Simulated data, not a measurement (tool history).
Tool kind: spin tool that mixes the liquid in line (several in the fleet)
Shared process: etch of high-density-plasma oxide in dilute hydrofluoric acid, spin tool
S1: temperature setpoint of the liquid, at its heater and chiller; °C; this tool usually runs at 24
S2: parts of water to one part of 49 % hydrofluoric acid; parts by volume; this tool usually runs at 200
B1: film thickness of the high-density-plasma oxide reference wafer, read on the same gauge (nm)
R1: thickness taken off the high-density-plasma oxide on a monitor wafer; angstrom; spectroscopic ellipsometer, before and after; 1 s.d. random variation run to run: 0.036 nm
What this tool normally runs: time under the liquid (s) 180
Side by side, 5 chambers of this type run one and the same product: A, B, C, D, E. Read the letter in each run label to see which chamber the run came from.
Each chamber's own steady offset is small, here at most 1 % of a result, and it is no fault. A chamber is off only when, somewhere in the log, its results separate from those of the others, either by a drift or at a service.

run 1E day=0.429 | S1=24 S2=200 time_under_the_liquid_(s)=180 | B1=59.965 | R1=41.448
run 2B day=0.838 | S1=24 S2=200 time_under_the_liquid_(s)=180 | B1=60.041 | R1=41.481
run 3D day=1.3 | S1=24 S2=200 time_under_the_liquid_(s)=180 | B1=60.021 | R1=40.984
run 4C day=1.867 | S1=24 S2=200 time_under_the_liquid_(s)=180 | B1=59.963 | R1=41.764
run 5A day=2.204 | S1=24 S2=200 time_under_the_liquid_(s)=180 | B1=59.993 | R1=41.547
run 6D day=2.754 | S1=28.5 S2=200 time_under_the_liquid_(s)=285 | B1=60.029 | R1=75.288
run 7E day=3.1 | S1=28.5 S2=200 time_under_the_liquid_(s)=285 | B1=60.001 | R1=76.57
run 8C day=3.625 | S1=28.5 S2=200 time_under_the_liquid_(s)=285 | B1=59.982 | R1=76.934
run 9B day=3.9 | S1=28.5 S2=200 time_under_the_liquid_(s)=285 | B1=60.009 | R1=76.478
run 10A day=4.175 | S1=28.5 S2=200 time_under_the_liquid_(s)=285 | B1=59.985 | R1=77.047
run 11B day=4.604 | S1=24 S2=200 time_under_the_liquid_(s)=180 | B1=60.074 | R1=41.263
run 12D day=5.05 | S1=24 S2=200 time_under_the_liquid_(s)=180 | B1=59.982 | R1=41.598
-- day=5.133 chamber C: thermometer replaced
run 13E day=5.475 | S1=24 S2=200 time_under_the_liquid_(s)=180 | B1=59.922 | R1=41.216
run 14A day=5.829 | S1=24 S2=200 time_under_the_liquid_(s)=180 | B1=60.023 | R1=41.589
run 15C day=6.242 | S1=24 S2=200 time_under_the_liquid_(s)=180 | B1=60.036 | R1=41.11
run 16D day=6.546 | S1=24 S2=200 time_under_the_liquid_(s)=180 | B1=60.022 | R1=41.411
run 17E day=6.808 | S1=24 S2=200 time_under_the_liquid_(s)=180 | B1=59.99 | R1=41.667
run 18B day=7.362 | S1=24 S2=200 time_under_the_liquid_(s)=100 | B1=60.011 | R1=22.577
run 19A day=7.883 | S1=24 S2=200 time_under_the_liquid_(s)=100 | B1=59.969 | R1=22.861
run 20C day=8.25 | S1=24 S2=200 time_under_the_liquid_(s)=100 | B1=60.005 | R1=22.77
-- day=8.358 chamber E: thermometer replaced
run 21D day=8.658 | S1=24 S2=200 time_under_the_liquid_(s)=100 | B1=60.053 | R1=22.375
run 22B day=9.021 | S1=24 S2=200 time_under_the_liquid_(s)=100 | B1=60.007 | R1=22.971
run 23E day=9.379 | S1=24 S2=200 time_under_the_liquid_(s)=180 | B1=59.991 | R1=41.661
run 24C day=9.8 | S1=24 S2=200 time_under_the_liquid_(s)=180 | B1=60.014 | R1=41.547
run 25A day=10.338 | S1=24 S2=200 time_under_the_liquid_(s)=180 | B1=59.994 | R1=41.094
run 26B day=10.754 | S1=24 S2=200 time_under_the_liquid_(s)=180 | B1=59.983 | R1=41.097
run 27C day=11.05 | S1=24 S2=200 time_under_the_liquid_(s)=180 | B1=60.012 | R1=40.732
run 28E day=11.483 | S1=24 S2=200 time_under_the_liquid_(s)=180 | B1=59.958 | R1=41.729
run 29A day=11.825 | S1=24 S2=200 time_under_the_liquid_(s)=180 | B1=59.979 | R1=41.282
run 30D day=12.254 | S1=24 S2=200 time_under_the_liquid_(s)=180 | B1=60.006 | R1=39.28
run 31B day=12.758 | S1=24 S2=200 time_under_the_liquid_(s)=180 | B1=60.011 | R1=41.63
run 32E day=13.196 | S1=24 S2=200 time_under_the_liquid_(s)=180 | B1=59.968 | R1=41.161
run 33A day=13.504 | S1=24 S2=200 time_under_the_liquid_(s)=180 | B1=60 | R1=41.458
run 34D day=14.058 | S1=24 S2=140 time_under_the_liquid_(s)=180 | B1=60.004 | R1=59.845
run 35C day=14.504 | S1=24 S2=140 time_under_the_liquid_(s)=180 | B1=60.031 | R1=62.284
run 36C day=14.862 | S1=24 S2=140 time_under_the_liquid_(s)=180 | B1=60.025 | R1=63.36
run 37B day=15.275 | S1=24 S2=140 time_under_the_liquid_(s)=180 | B1=59.998 | R1=62.294
run 38E day=15.546 | S1=24 S2=140 time_under_the_liquid_(s)=180 | B1=60.018 | R1=61.991

The same settings go to every chamber for the next run, one line per chamber below. Forecast the results for each:
run 39A day=15.967 | S1=24 S2=200 time_under_the_liquid_(s)=180 | R1=?
run 39B day=15.967 | S1=24 S2=200 time_under_the_liquid_(s)=180 | R1=?
run 39C day=15.967 | S1=24 S2=200 time_under_the_liquid_(s)=180 | R1=?
run 39D day=15.967 | S1=24 S2=200 time_under_the_liquid_(s)=180 | R1=?
run 39E day=15.967 | S1=24 S2=200 time_under_the_liquid_(s)=180 | R1=?

run=39A R1=41.737
run=39B R1=41.578
run=39C R1=41.196
run=39D R1=37.988
run=39E R1=41.371
